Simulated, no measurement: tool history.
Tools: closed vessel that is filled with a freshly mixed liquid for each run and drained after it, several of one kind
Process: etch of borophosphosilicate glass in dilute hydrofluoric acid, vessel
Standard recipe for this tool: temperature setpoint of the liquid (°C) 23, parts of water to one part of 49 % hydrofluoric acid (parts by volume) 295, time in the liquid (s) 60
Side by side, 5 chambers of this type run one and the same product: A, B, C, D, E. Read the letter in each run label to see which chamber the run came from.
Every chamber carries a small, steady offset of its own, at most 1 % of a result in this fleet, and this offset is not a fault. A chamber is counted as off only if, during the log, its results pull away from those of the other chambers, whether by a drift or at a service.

run   hour  temperature setpoint of the liquid (°C)  parts of water to one part of 49 % hydrofluoric acid (parts by volume)  time in the liquid (s)  read-back film thickness of the borophosphosilicate glass reference wafer, read on the same gauge (nm)  thickness taken off the borophosphosilicate glass on a monitor wafer (angstrom)
 1A      8                                       23                                                                     295                      60                                                                                                  120.01                                                                           132.87
 2B   21.4                                       23                                                                     295                      60                                                                                                  119.99                                                                           132.99
 3C   29.7                                       23                                                                     295                      60                                                                                                  120.01                                                                            133.3
 4D   40.7                                       23                                                                     295                      60                                                                                                  119.96                                                                           131.88
 5E   50.6                                       23                                                                     295                      60                                                                                                  120.01                                                                           134.08
 6C     62                                       23                                                                     295                      60                                                                                                  120.01                                                                           131.62
 7D   69.6                                       23                                                                     295                      60                                                                                                  119.95                                                                           133.26
 8A   76.2                                       23                                                                     295                      60                                                                                                  120.02                                                                           132.23
      78.2  -- chamber E: hydrofluoric acid flow meter replaced
 9E   85.9                                       23                                                                     295                      60                                                                                                     120                                                                           131.62
10B   94.2                                       23                                                                     295                      60                                                                                                  120.02                                                                           132.97
11E  105.5                                       23                                                                     295                      75                                                                                                  120.02                                                                           166.18
12A  117.9                                       23                                                                     295                      75                                                                                                  120.02                                                                           164.72
13C  127.4                                       23                                                                     295                      75                                                                                                  119.99                                                                           165.89
14D  140.2                                       23                                                                     295                      75                                                                                                  120.01                                                                            167.2
15B  148.5                                       23                                                                     295                      75                                                                                                  120.02                                                                           166.79
16B  160.4                                       23                                                                     295                      60                                                                                                  120.02                                                                            134.1
17A  169.5                                       23                                                                     295                      60                                                                                                  119.97                                                                           132.02
18C  179.2                                       23                                                                     195                      60                                                                                                     120                                                                           223.16
19D  189.4                                       23                                                                     195                      60                                                                                                  119.97                                                                           228.53
20E  200.2                                       23                                                                     195                      60                                                                                                  120.01                                                                           221.47
21A  206.3                                       23                                                                     195                      60                                                                                                  119.96                                                                           221.87
22B  215.8                                       23                                                                     195                      60                                                                                                  119.98                                                                           225.54
23D  226.1                                       23                                                                     295                      60                                                                                                     120                                                                           137.74
24C  239.4                                       23                                                                     295                      60                                                                                                     120                                                                           132.84
       243  -- chamber B: hydrofluoric acid flow meter replaced
25E  247.3                                     18.5                                                                     360                      60                                                                                                  119.98                                                                           87.149
26D  257.3                                     18.5                                                                     360                      60                                                                                                     120                                                                           91.389
27C  264.9                                     18.5                                                                     360                      60                                                                                                  119.99                                                                           87.906
28B  272.8                                     18.5                                                                     360                      60                                                                                                  119.99                                                                           88.209
29E  281.7                                     18.5                                                                     360                      60                                                                                                  119.98                                                                           86.831
30A  289.6                                       23                                                                     295                      60                                                                                                  119.98                                                                           132.16

The same settings go to every chamber for the next run, one line per chamber below. Forecast the results for each:
31A  299.3                                       25                                                                     295                      60                                                                                                                                                                                        ?
31B  299.3                                       25                                                                     295                      60                                                                                                                                                                                        ?
31C  299.3                                       25                                                                     295                      60                                                                                                                                                                                        ?
31D  299.3                                       25                                                                     295                      60                                                                                                                                                                                        ?
31E  299.3                                       25                                                                     295                      60                                                                                                                                                                                        ?

run  thickness taken off the borophosphosilicate glass on a monitor wafer (angstrom)
31A                                                                           141.94
31B                                                                            143.6
31C                                                                           142.11
31D                                                                           149.84
31E                                                                           141.07
